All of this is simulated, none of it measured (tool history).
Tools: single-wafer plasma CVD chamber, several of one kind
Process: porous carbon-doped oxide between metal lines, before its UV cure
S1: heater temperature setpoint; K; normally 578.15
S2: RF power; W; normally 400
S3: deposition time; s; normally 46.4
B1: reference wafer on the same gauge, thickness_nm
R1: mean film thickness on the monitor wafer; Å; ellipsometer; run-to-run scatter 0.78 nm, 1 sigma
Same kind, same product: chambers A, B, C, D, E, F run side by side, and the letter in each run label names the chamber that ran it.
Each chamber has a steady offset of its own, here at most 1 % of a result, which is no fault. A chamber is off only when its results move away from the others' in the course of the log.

run 1A hour=8.1 | S1=578.15 S2=400 S3=46.4 | B1=221.31 | R1=2064.6
run 2F hour=17.2 | S1=578.15 S2=400 S3=46.4 | B1=221.06 | R1=2049.4
run 3E hour=26.7 | S1=578.15 S2=400 S3=46.4 | B1=220.95 | R1=2036.6
-- hour=30.8 chamber A: RF generator calibrated
-- hour=33.1 chamber F: RF generator calibrated
run 4B hour=33.6 | S1=578.15 S2=400 S3=46.4 | B1=221.09 | R1=2044.3
run 5D hour=43.7 | S1=585.15 S2=400 S3=46.4 | B1=220.86 | R1=1986.0
run 6C hour=52.7 | S1=585.15 S2=400 S3=46.4 | B1=221.06 | R1=1947.8
run 7F hour=62.1 | S1=585.15 S2=400 S3=46.4 | B1=221.09 | R1=1963.5
run 8E hour=69.6 | S1=585.15 S2=400 S3=46.4 | B1=220.99 | R1=1958.6
run 9B hour=81.4 | S1=585.15 S2=400 S3=46.4 | B1=221.11 | R1=1963.4
run 10D hour=93.6 | S1=585.15 S2=400 S3=46.4 | B1=221.15 | R1=1981.1
run 11C hour=103.2 | S1=578.15 S2=400 S3=46.4 | B1=221.08 | R1=2010.3
run 12A hour=108.8 | S1=578.15 S2=400 S3=46.4 | B1=221.18 | R1=2060.1
run 13E hour=118.5 | S1=578.15 S2=400 S3=46.4 | B1=221.07 | R1=2030.8
run 14C hour=125.2 | S1=578.15 S2=400 S3=46.4 | B1=220.90 | R1=2019.4
run 15A hour=135.4 | S1=578.15 S2=400 S3=46.4 | B1=220.80 | R1=2044.3
run 16B hour=147.5 | S1=578.15 S2=400 S3=46.4 | B1=220.92 | R1=2051.6
run 17D hour=154.7 | S1=578.15 S2=400 S3=46.4 | B1=220.94 | R1=2064.1
run 18F hour=164.2 | S1=578.15 S2=400 S3=46.4 | B1=220.97 | R1=2036.7
run 19E hour=170.4 | S1=578.15 S2=400 S3=46.4 | B1=221.09 | R1=2023.0
run 20C hour=179.0 | S1=578.15 S2=400 S3=46.4 | B1=221.08 | R1=2033.3
run 21D hour=189.6 | S1=578.15 S2=400 S3=46.4 | B1=221.16 | R1=2058.4
-- hour=190.9 chamber B: RF generator calibrated
run 22F hour=197.8 | S1=578.15 S2=400 S3=46.4 | B1=220.81 | R1=2037.1
run 23B hour=206.3 | S1=578.15 S2=400 S3=46.4 | B1=221.00 | R1=2062.2
-- hour=208.3 chamber C: thermocouple changed; heater temperature recalibrated
run 24A hour=216.5 | S1=578.15 S2=400 S3=46.4 | B1=220.99 | R1=2054.3
run 25F hour=229.1 | S1=578.15 S2=400 S3=46.4 | B1=221.08 | R1=2046.6
run 26A hour=237.3 | S1=578.15 S2=400 S3=46.4 | B1=220.98 | R1=2052.5
run 27E hour=249.3 | S1=578.15 S2=400 S3=46.4 | B1=220.91 | R1=2030.6
run 28B hour=258.1 | S1=578.15 S2=400 S3=46.4 | B1=221.02 | R1=2071.2
-- hour=267.0 chamber F: thermocouple changed; heater temperature recalibrated
run 29D hour=269.4 | S1=578.15 S2=400 S3=46.4 | B1=221.10 | R1=2064.6
run 30C hour=276.8 | S1=578.15 S2=455 S3=51.6 | B1=220.83 | R1=2468.4
run 31C hour=287.4 | S1=578.15 S2=455 S3=51.6 | B1=220.88 | R1=2469.2
run 32D hour=298.1 | S1=578.15 S2=455 S3=51.6 | B1=221.24 | R1=2532.2
run 33E hour=309.7 | S1=578.15 S2=455 S3=51.6 | B1=220.90 | R1=2498.6
run 34A hour=321.8 | S1=578.15 S2=455 S3=51.6 | B1=221.10 | R1=2524.9
run 35B hour=330.5 | S1=578.15 S2=455 S3=51.6 | B1=220.81 | R1=2582.5
run 36F hour=339.6 | S1=578.15 S2=400 S3=46.4 | B1=220.97 | R1=2043.2
run 37A hour=346.1 | S1=578.15 S2=400 S3=46.4 | B1=221.05 | R1=2051.4
run 38D hour=354.5 | S1=578.15 S2=400 S3=46.4 | B1=221.07 | R1=2056.9
run 39B hour=364.2 | S1=578.15 S2=400 S3=46.4 | B1=220.93 | R1=2099.2
run 40E hour=371.8 | S1=578.15 S2=400 S3=46.4 | B1=220.86 | R1=2025.9

Predict what each chamber gives when all 6 of them run the settings below next.
run 41A hour=380.8 | S1=578.15 S2=400 S3=46.4 | R1=?
run 41B hour=380.8 | S1=578.15 S2=400 S3=46.4 | R1=?
run 41C hour=380.8 | S1=578.15 S2=400 S3=46.4 | R1=?
run 41D hour=380.8 | S1=578.15 S2=400 S3=46.4 | R1=?
run 41E hour=380.8 | S1=578.15 S2=400 S3=46.4 | R1=?
run 41F hour=380.8 | S1=578.15 S2=400 S3=46.4 | R1=?

run=41A R1=2067.9
run=41B R1=2123.0
run=41C R1=2023.2
run=41D R1=2060.6
run=41E R1=2031.7
run=41F R1=2032.8
